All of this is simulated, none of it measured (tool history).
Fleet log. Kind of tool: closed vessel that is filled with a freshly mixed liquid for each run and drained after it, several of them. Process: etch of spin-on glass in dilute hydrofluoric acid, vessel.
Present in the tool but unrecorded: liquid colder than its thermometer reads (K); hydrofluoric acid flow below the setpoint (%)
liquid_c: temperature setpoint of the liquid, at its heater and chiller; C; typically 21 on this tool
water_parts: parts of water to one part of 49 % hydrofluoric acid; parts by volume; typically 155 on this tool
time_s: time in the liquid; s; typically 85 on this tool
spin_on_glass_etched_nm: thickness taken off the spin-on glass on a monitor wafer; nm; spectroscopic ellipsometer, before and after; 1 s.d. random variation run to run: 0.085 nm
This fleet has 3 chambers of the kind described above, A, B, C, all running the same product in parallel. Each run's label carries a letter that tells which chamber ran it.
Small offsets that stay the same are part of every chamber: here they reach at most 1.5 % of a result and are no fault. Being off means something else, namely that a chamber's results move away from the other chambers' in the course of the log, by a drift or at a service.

run   hour  liquid_c  water_parts  time_s  hours since the thermometer was replaced  hours since the hydrofluoric acid flow meter was replaced  read-back film thickness of the spin-on glass reference wafer, read on the same gauge (nm)  spin_on_glass_etched_nm
 1A    8.3        21          155      85                                       596                                                      220.1                                                                                      60.036                   15.698
 2B     12        21          155      85                                     363.9                                                       1398                                                                                      60.016                   15.626
 3C   16.2        21          155      85                                     118.4                                                     1936.2                                                                                      59.975                    15.63
 4C     23        21          155      85                                     125.2                                                       1943                                                                                      60.023                   15.486
 5A     27        21          155      85                                     614.7                                                      238.8                                                                                      60.014                   15.664
 6B   30.9        18          120      85                                     382.8                                                     1416.9                                                                                      60.006                   18.594
 7B   39.3        18          120      85                                     391.2                                                     1425.3                                                                                      59.979                   18.489
 8A   45.6        18          120      85                                     633.3                                                      257.4                                                                                      60.014                   18.687
 9C   52.7        21          155      85                                     154.9                                                     1972.7                                                                                      60.005                   15.287
10C   58.6        21          155      85                                     160.8                                                     1978.6                                                                                      59.973                   15.539
11B   63.9        21          155      85                                     415.8                                                     1449.9                                                                                      59.978                   15.575
12A   70.2        24          155      85                                     657.9                                                        282                                                                                      60.019                   17.698
13C     76        24          155      85                                     178.2                                                       1996                                                                                      60.022                   17.399
14B     81        24          155      85                                     432.9                                                       1467                                                                                      59.974                   17.439
15A   88.9        21          155      65                                     676.6                                                      300.7                                                                                      60.018                   12.163
16B     97        21          155      65                                     448.9                                                       1483                                                                                      60.002                    11.88
17C  103.1        21          155      65                                     205.3                                                     2023.1                                                                                      59.986                   11.947
18A  110.7        21          155      85                                     698.4                                                      322.5                                                                                      59.966                   15.679
19A  114.8        21          155      85                                     702.5                                                      326.6                                                                                       59.97                   15.859
     121.1  -- chamber C: hydrofluoric acid flow meter replaced
20B    123        21          155      85                                     474.9                                                       1509                                                                                      59.975                   15.566
21C    131      19.5          155     135                                     233.2                                                         10                                                                                      60.065                   23.328
22B  137.4      19.5          155     135                                     489.3                                                     1523.4                                                                                      60.026                   23.303
23A  145.2      19.5          155     135                                     732.9                                                        357                                                                                       60.01                   23.391
24C  150.3        21           90      85                                     252.5                                                       29.3                                                                                      60.006                   28.466
25B  156.8        21           90      85                                     508.7                                                     1542.8                                                                                      59.934                   28.559
26A  162.6        21           90      85                                     750.3                                                      374.4                                                                                      59.991                   29.611
27C  167.3        21          155      85                                     269.5                                                       46.3                                                                                      60.004                   15.482
28C  175.1        21          155      85                                     277.3                                                       54.1                                                                                      59.988                   15.483
29B  181.5        21          155      85                                     533.4                                                     1567.5                                                                                      59.998                   15.536
30A  189.1        17          155     125                                     776.8                                                      400.9                                                                                      60.043                   19.496
31A  197.4        17          155     125                                     785.1                                                      409.2                                                                                      59.981                   19.657
32B  201.5        17          155     125                                     553.4                                                     1587.5                                                                                       60.02                   19.544
33C  206.7        21          155      85                                     308.9                                                       85.7                                                                                      60.027                   15.531
34C  213.8        25          125      85                                       316                                                       92.8                                                                                      60.014                   22.883
35B  219.8        25          125      85                                     571.7                                                     1605.8                                                                                      60.012                   23.144
36A  224.3        25          125      85                                       812                                                      436.1                                                                                      59.982                   23.628
37C  229.6        21          155      85                                     331.8                                                      108.6                                                                                       59.97                   15.404
38A  235.3        21          155      85                                       823                                                      447.1                                                                                      59.987                   15.666
39B  242.7        21          190      40                                     594.6                                                     1628.7                                                                                          60                    5.731
40A  247.1        21          190      40                                     834.8                                                      458.9                                                                                      59.988                   5.8287
41B  253.5        21          190      40                                     605.4                                                     1639.5                                                                                      59.969                   5.7043
42C  260.6        21          195      55                                     362.8                                                      139.6                                                                                      59.974                   7.6731
     260.8  -- chamber A: thermometer replaced
43A  265.4        21          195      55                                       4.7                                                      477.2                                                                                      59.973                    7.692

All chambers now run identical settings, listed one chamber a line with results as question marks. What results will each chamber show?
44A  271.4        21          155      85                                                                                                                                                                                                                         ?
44B  271.4        21          155      85                                                                                                                                                                                                                         ?
44C  271.4        21          155      85                                                                                                                                                                                                                         ?

run  spin_on_glass_etched_nm
44A                   15.801
44B                   15.495
44C                   15.568

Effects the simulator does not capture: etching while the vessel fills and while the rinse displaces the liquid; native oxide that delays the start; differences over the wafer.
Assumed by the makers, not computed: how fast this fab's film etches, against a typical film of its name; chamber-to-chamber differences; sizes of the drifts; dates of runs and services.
